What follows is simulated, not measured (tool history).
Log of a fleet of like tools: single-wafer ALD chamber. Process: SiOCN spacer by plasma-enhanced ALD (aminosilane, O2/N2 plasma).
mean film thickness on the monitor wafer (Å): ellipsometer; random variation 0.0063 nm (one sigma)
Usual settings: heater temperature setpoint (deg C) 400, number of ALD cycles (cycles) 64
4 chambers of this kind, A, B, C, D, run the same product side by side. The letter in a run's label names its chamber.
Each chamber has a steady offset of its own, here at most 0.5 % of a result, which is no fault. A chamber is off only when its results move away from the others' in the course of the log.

run	hour	heater temperature setpoint (deg C)	number of ALD cycles (cycles)	hours since the last thermocouple change	read-back reference wafer on the same gauge, thickness_nm	mean film thickness on the monitor wafer (Å)
1D	8.4	400	64	203.1	3.4890	38.377
2A	16.7	400	64	387.0	3.4927	38.650
3C	23.6	400	64	165.6	3.4937	38.682
4B	31.4	400	64	194.5	3.4946	38.774
5B	40.0	400	64	203.1	3.4949	38.835
6D	45.0	400	64	239.7	3.4956	38.483
7A	52.7	400	64	423.0	3.4965	38.917
8C	59.3	400	64	201.3	3.4975	38.817
9C	65.6	400	64	207.6	3.4999	38.764
10B	69.8	400	64	232.9	3.5008	38.891
11D	76.5	400	64	271.2	3.4998	38.603
12A	83.3	400	64	453.6	3.5023	38.875
13D	91.4	400	64	286.1	3.5023	38.477
14B	98.4	400	64	261.5	3.5029	38.928
15A	103.8	400	57	474.1	3.5054	34.709
16C	112.4	400	57	254.4	3.5050	34.623
17A	119.0	400	57	489.3	3.5082	34.527
18B	126.9	400	57	290.0	3.5080	34.716
19D	131.2	400	64	325.9	3.5075	38.671
20C	137.3	400	64	279.3	3.5097	38.887
21C	142.6	400	64	284.6	3.5090	38.962
22B	147.7	400	64	310.8	3.5106	39.014
23D	151.9	389	64	346.6	3.5118	38.607
24A	158.2	389	64	528.5	3.5114	38.929
25D	162.5	389	64	357.2	3.5131	38.781

All 4 chambers run these settings next. Forecast each chamber's results:
26A	168.8	400	64			?
26B	168.8	400	64			?
26C	168.8	400	64			?
26D	168.8	400	64			?

run	mean film thickness on the monitor wafer (Å)
26A	38.985
26B	38.974
26C	39.039
26D	38.786
